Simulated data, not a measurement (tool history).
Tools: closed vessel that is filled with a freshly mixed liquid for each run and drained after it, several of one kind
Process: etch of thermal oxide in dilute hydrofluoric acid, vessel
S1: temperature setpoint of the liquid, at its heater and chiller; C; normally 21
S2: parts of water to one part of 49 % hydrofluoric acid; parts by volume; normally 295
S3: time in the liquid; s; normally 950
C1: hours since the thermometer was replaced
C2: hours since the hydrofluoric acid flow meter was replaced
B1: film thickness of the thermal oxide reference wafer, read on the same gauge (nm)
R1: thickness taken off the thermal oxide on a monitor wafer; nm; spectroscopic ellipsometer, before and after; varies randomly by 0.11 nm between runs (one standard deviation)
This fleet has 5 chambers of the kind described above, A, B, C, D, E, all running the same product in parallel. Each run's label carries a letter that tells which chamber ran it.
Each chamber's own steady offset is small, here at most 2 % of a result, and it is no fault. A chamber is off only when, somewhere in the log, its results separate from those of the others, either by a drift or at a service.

run,hour,S1,S2,S3,C1,C2,B1,R1
1B,9.2,21,295,950,125.9,1224.1,119.99,10.791
2E,16.7,21,295,950,532.2,255.8,120.02,10.771
3A,25.4,21,295,950,1422,665.9,119.98,10.903
4C,34.4,21,295,950,1677.8,1295.7,119.98,10.872
5D,44.6,21,295,950,2079.1,475,120.02,10.902
6D,53.5,21,295,950,2088,483.9,119.99,10.935
7C,62.7,21,295,950,1706.1,1324,119.99,10.927
8A,72.1,21,295,950,1468.7,712.6,120.01,10.787
9B,80.3,22.5,220,950,197,1295.2,120,16.813
# hour 81.5: chamber E: thermometer replaced
10E,88.9,22.5,220,950,7.5,328,119.96,16.107
11C,96.6,22.5,220,950,1740,1357.9,119.97,16.715
12D,101.6,22.5,220,950,2136.1,532,120,16.705
13A,111.5,22.5,220,950,1508.1,752,120.01,16.869
14E,117.5,21,295,950,36.1,356.6,120.03,10.685
15B,127.3,21,295,950,244,1342.2,120.03,10.718
16A,132.7,17,385,950,1529.3,773.2,119.99,6.5988
17E,142,17,385,950,60.6,381.1,120.01,6.4104
18B,147.3,17,385,950,264,1362.2,119.97,6.7398
19C,155.5,17,385,950,1798.9,1416.8,120,6.5465
20D,164.2,17,385,950,2198.7,594.6,120,6.7059
# hour 172.1: chamber D: hydrofluoric acid flow meter replaced
21B,173.5,21,295,950,290.2,1388.4,120.04,10.961
22E,178.8,21,295,950,97.4,417.9,120.01,10.225
23C,184.1,21,295,950,1827.5,1445.4,120.06,11.016
24D,189.1,21,295,950,2223.6,17.1,120.02,10.906
25A,195.7,21,295,950,1592.3,836.2,119.99,10.851
26C,202.7,21,295,950,1846.1,1464,119.98,10.885
27B,210.9,21,295,950,327.6,1425.8,120.03,10.947
28E,216.6,21,295,950,135.2,455.7,120.02,10.311
29A,221.7,21,295,950,1618.3,862.2,120.02,10.856
30D,227.6,21,295,950,2262.1,55.6,120.02,10.866
31D,236,21,295,950,2270.5,64,120,11.072
32C,242.6,21,295,950,1886,1503.9,120.04,10.807
33B,249.5,21,295,950,366.2,1464.4,120.01,10.847

All 5 chambers run these settings next. Forecast each chamber's results:
34A,256.8,21,295,950,,,,?
34B,256.8,21,295,950,,,,?
34C,256.8,21,295,950,,,,?
34D,256.8,21,295,950,,,,?
34E,256.8,21,295,950,,,,?

run,R1
34A,10.893
34B,10.934
34C,10.828
34D,10.899
34E,10.141
